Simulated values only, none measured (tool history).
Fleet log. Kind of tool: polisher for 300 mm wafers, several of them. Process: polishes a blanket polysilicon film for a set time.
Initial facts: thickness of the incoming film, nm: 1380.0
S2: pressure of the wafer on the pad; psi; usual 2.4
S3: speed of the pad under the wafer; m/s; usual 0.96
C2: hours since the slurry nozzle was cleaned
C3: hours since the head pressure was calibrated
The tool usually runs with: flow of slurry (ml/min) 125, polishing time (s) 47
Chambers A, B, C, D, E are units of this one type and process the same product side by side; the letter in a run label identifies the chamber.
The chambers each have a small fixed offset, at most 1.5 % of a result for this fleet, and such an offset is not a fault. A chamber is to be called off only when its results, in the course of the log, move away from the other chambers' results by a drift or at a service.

{"hour": 9.2, "done": "chamber A: worn pad replaced by a new one"}
{"run": "1C", "hour": 11.4, "flow of slurry (ml/min)": 125, "S2": 2.4, "S3": 0.96, "polishing time (s)": 47, "wafers polished on this pad": 320, "C2": 73.0, "C3": 415.1, "film removed (nm)": 344.33}
{"run": "2D", "hour": 19.5, "flow of slurry (ml/min)": 125, "S2": 2.4, "S3": 0.96, "polishing time (s)": 47, "wafers polished on this pad": 792, "C2": 888.7, "C3": 591.9, "film removed (nm)": 354.83}
{"run": "3A", "hour": 29.2, "flow of slurry (ml/min)": 125, "S2": 2.4, "S3": 0.96, "polishing time (s)": 47, "wafers polished on this pad": 299, "C2": 598.8, "C3": 205.7, "film removed (nm)": 348.94}
{"run": "4E", "hour": 38.5, "flow of slurry (ml/min)": 125, "S2": 2.4, "S3": 0.96, "polishing time (s)": 47, "wafers polished on this pad": 1002, "C2": 367.4, "C3": 274.0, "film removed (nm)": 347.69}
{"hour": 42.7, "done": "chamber D: worn pad replaced by a new one"}
{"hour": 52.2, "done": "chamber B: worn pad replaced by a new one"}
{"run": "5B", "hour": 54.0, "flow of slurry (ml/min)": 125, "S2": 2.4, "S3": 0.96, "polishing time (s)": 47, "wafers polished on this pad": 26, "C2": 289.8, "C3": 396.2, "film removed (nm)": 354.49}
{"hour": 54.1, "done": "chamber C: worn pad replaced by a new one"}
{"hour": 58.1, "done": "chamber D: slurry nozzle cleaned"}
{"run": "6B", "hour": 65.5, "flow of slurry (ml/min)": 125, "S2": 2.4, "S3": 0.96, "polishing time (s)": 47, "wafers polished on this pad": 198, "C2": 301.3, "C3": 407.7, "film removed (nm)": 347.35}
{"hour": 68.7, "done": "chamber E: worn pad replaced by a new one"}
{"run": "7D", "hour": 74.2, "flow of slurry (ml/min)": 125, "S2": 2.4, "S3": 0.96, "polishing time (s)": 47, "wafers polished on this pad": 471, "C2": 16.1, "C3": 646.6, "film removed (nm)": 349.98}
{"run": "8C", "hour": 81.7, "flow of slurry (ml/min)": 125, "S2": 2.4, "S3": 0.96, "polishing time (s)": 47, "wafers polished on this pad": 412, "C2": 143.3, "C3": 485.4, "film removed (nm)": 345.48}
{"hour": 82.1, "done": "chamber A: slurry nozzle cleaned"}
{"hour": 82.2, "done": "chamber A: worn pad replaced by a new one"}
{"run": "9E", "hour": 89.6, "flow of slurry (ml/min)": 125, "S2": 2.4, "S3": 0.96, "polishing time (s)": 47, "wafers polished on this pad": 312, "C2": 418.5, "C3": 325.1, "film removed (nm)": 343.99}
{"hour": 91.9, "done": "chamber B: slurry nozzle cleaned"}
{"run": "10A", "hour": 99.5, "flow of slurry (ml/min)": 125, "S2": 2.4, "S3": 0.96, "polishing time (s)": 47, "wafers polished on this pad": 258, "C2": 17.4, "C3": 276.0, "film removed (nm)": 342.26}
{"run": "11C", "hour": 108.1, "flow of slurry (ml/min)": 125, "S2": 2.4, "S3": 0.96, "polishing time (s)": 47, "wafers polished on this pad": 806, "C2": 169.7, "C3": 511.8, "film removed (nm)": 341.64}
{"hour": 115.3, "done": "chamber E: head pressure recalibrated"}
{"hour": 118.6, "done": "chamber C: worn pad replaced by a new one"}
{"hour": 119.9, "done": "chamber B: worn pad replaced by a new one"}
{"hour": 120.9, "done": "chamber D: worn pad replaced by a new one"}
{"run": "12D", "hour": 123.1, "flow of slurry (ml/min)": 100, "S2": 2.4, "S3": 0.96, "polishing time (s)": 56, "wafers polished on this pad": 34, "C2": 65.0, "C3": 695.5, "film removed (nm)": 392.81}
{"run": "13B", "hour": 130.0, "flow of slurry (ml/min)": 100, "S2": 2.4, "S3": 0.96, "polishing time (s)": 56, "wafers polished on this pad": 151, "C2": 38.1, "C3": 472.2, "film removed (nm)": 397.71}
{"run": "14E", "hour": 145.4, "flow of slurry (ml/min)": 100, "S2": 2.4, "S3": 0.96, "polishing time (s)": 56, "wafers polished on this pad": 1144, "C2": 474.3, "C3": 30.2, "film removed (nm)": 399.92}
{"hour": 151.8, "done": "chamber C: head pressure recalibrated"}
{"run": "15A", "hour": 156.1, "flow of slurry (ml/min)": 100, "S2": 2.4, "S3": 0.96, "polishing time (s)": 56, "wafers polished on this pad": 1103, "C2": 74.0, "C3": 332.6, "film removed (nm)": 390.82}
{"hour": 159.6, "done": "chamber A: worn pad replaced by a new one"}
{"hour": 162.7, "done": "chamber E: worn pad replaced by a new one"}
{"run": "16E", "hour": 167.2, "flow of slurry (ml/min)": 100, "S2": 2.4, "S3": 0.96, "polishing time (s)": 56, "wafers polished on this pad": 67, "C2": 496.1, "C3": 52.0, "film removed (nm)": 405.61}
{"run": "17D", "hour": 182.6, "flow of slurry (ml/min)": 125, "S2": 2.4, "S3": 0.96, "polishing time (s)": 47, "wafers polished on this pad": 922, "C2": 124.5, "C3": 755.0, "film removed (nm)": 336.3}
{"hour": 183.6, "done": "chamber D: worn pad replaced by a new one"}
{"hour": 183.9, "done": "chamber C: worn pad replaced by a new one"}
{"run": "18C", "hour": 195.8, "flow of slurry (ml/min)": 125, "S2": 2.4, "S3": 0.96, "polishing time (s)": 47, "wafers polished on this pad": 178, "C2": 257.4, "C3": 44.1, "film removed (nm)": 357.09}
{"hour": 208.5, "done": "chamber B: worn pad replaced by a new one"}
{"run": "19B", "hour": 208.7, "flow of slurry (ml/min)": 125, "S2": 1.9, "S3": 1.08, "polishing time (s)": 47, "wafers polished on this pad": 3, "C2": 116.8, "C3": 550.9, "film removed (nm)": 315.44}
{"run": "20A", "hour": 218.4, "flow of slurry (ml/min)": 125, "S2": 1.9, "S3": 1.08, "polishing time (s)": 47, "wafers polished on this pad": 877, "C2": 136.3, "C3": 394.9, "film removed (nm)": 305.97}
{"hour": 225.9, "done": "chamber A: worn pad replaced by a new one"}
{"run": "21D", "hour": 226.7, "flow of slurry (ml/min)": 125, "S2": 1.9, "S3": 1.08, "polishing time (s)": 47, "wafers polished on this pad": 643, "C2": 168.6, "C3": 799.1, "film removed (nm)": 304.42}
{"run": "22A", "hour": 234.9, "flow of slurry (ml/min)": 125, "S2": 1.9, "S3": 1.08, "polishing time (s)": 47, "wafers polished on this pad": 135, "C2": 152.8, "C3": 411.4, "film removed (nm)": 310.48}
{"hour": 246.4, "done": "chamber E: worn pad replaced by a new one"}
{"run": "23E", "hour": 250.6, "flow of slurry (ml/min)": 125, "S2": 1.9, "S3": 1.08, "polishing time (s)": 47, "wafers polished on this pad": 63, "C2": 579.5, "C3": 135.4, "film removed (nm)": 310.55}
{"hour": 252.5, "done": "chamber C: worn pad replaced by a new one"}
{"run": "24B", "hour": 259.9, "flow of slurry (ml/min)": 125, "S2": 2.4, "S3": 0.96, "polishing time (s)": 47, "wafers polished on this pad": 766, "C2": 168.0, "C3": 602.1, "film removed (nm)": 350.15}
{"hour": 264.2, "done": "chamber D: worn pad replaced by a new one"}
{"run": "25C", "hour": 270.1, "flow of slurry (ml/min)": 125, "S2": 2.4, "S3": 0.96, "polishing time (s)": 47, "wafers polished on this pad": 263, "C2": 331.7, "C3": 118.4, "film removed (nm)": 348.33}
{"hour": 281.7, "done": "chamber B: worn pad replaced by a new one"}
{"run": "26A", "hour": 285.1, "flow of slurry (ml/min)": 125, "S2": 2.4, "S3": 0.96, "polishing time (s)": 47, "wafers polished on this pad": 884, "C2": 203.0, "C3": 461.6, "film removed (nm)": 336.67}
{"hour": 291.8, "done": "chamber A: worn pad replaced by a new one"}
{"run": "27E", "hour": 300.7, "flow of slurry (ml/min)": 125, "S2": 2.4, "S3": 0.96, "polishing time (s)": 47, "wafers polished on this pad": 810, "C2": 629.6, "C3": 185.5, "film removed (nm)": 333.44}
{"run": "28C", "hour": 311.8, "flow of slurry (ml/min)": 125, "S2": 2.4, "S3": 0.96, "polishing time (s)": 47, "wafers polished on this pad": 885, "C2": 373.4, "C3": 160.1, "film removed (nm)": 350.85}
{"run": "29B", "hour": 324.1, "flow of slurry (ml/min)": 125, "S2": 2.4, "S3": 0.96, "polishing time (s)": 47, "wafers polished on this pad": 633, "C2": 232.2, "C3": 666.3, "film removed (nm)": 354.97}
{"hour": 325.5, "done": "chamber D: worn pad replaced by a new one"}
{"run": "30D", "hour": 337.5, "flow of slurry (ml/min)": 110, "S2": 1.8, "S3": 0.96, "polishing time (s)": 47, "wafers polished on this pad": 179, "C2": 279.4, "C3": 909.9, "film removed (nm)": 229.0}
{"hour": 339.6, "done": "chamber E: slurry nozzle cleaned"}
{"hour": 342.2, "done": "chamber E: worn pad replaced by a new one"}
{"run": "31A", "hour": 345.5, "flow of slurry (ml/min)": 110, "S2": 1.8, "S3": 0.96, "polishing time (s)": 47, "wafers polished on this pad": 802, "C2": 263.4, "C3": 522.0, "film removed (nm)": 249.79}
{"run": "32E", "hour": 355.3, "flow of slurry (ml/min)": 110, "S2": 1.8, "S3": 0.96, "polishing time (s)": 47, "wafers polished on this pad": 195, "C2": 15.8, "C3": 240.1, "film removed (nm)": 253.92}

All 5 chambers run these settings next. Forecast each chamber's results:
{"run": "33A", "hour": 366.6, "flow of slurry (ml/min)": 125, "S2": 1.9, "S3": 0.96, "polishing time (s)": 47, "film removed (nm)": "?"}
{"run": "33B", "hour": 366.6, "flow of slurry (ml/min)": 125, "S2": 1.9, "S3": 0.96, "polishing time (s)": 47, "film removed (nm)": "?"}
{"run": "33C", "hour": 366.6, "flow of slurry (ml/min)": 125, "S2": 1.9, "S3": 0.96, "polishing time (s)": 47, "film removed (nm)": "?"}
{"run": "33D", "hour": 366.6, "flow of slurry (ml/min)": 125, "S2": 1.9, "S3": 0.96, "polishing time (s)": 47, "film removed (nm)": "?"}
{"run": "33E", "hour": 366.6, "flow of slurry (ml/min)": 125, "S2": 1.9, "S3": 0.96, "polishing time (s)": 47, "film removed (nm)": "?"}

run=33A film_removed_(nm)=277.59
run=33B film_removed_(nm)=272.13
run=33C film_removed_(nm)=276.55
run=33D film_removed_(nm)=239.51
run=33E film_removed_(nm)=280.67
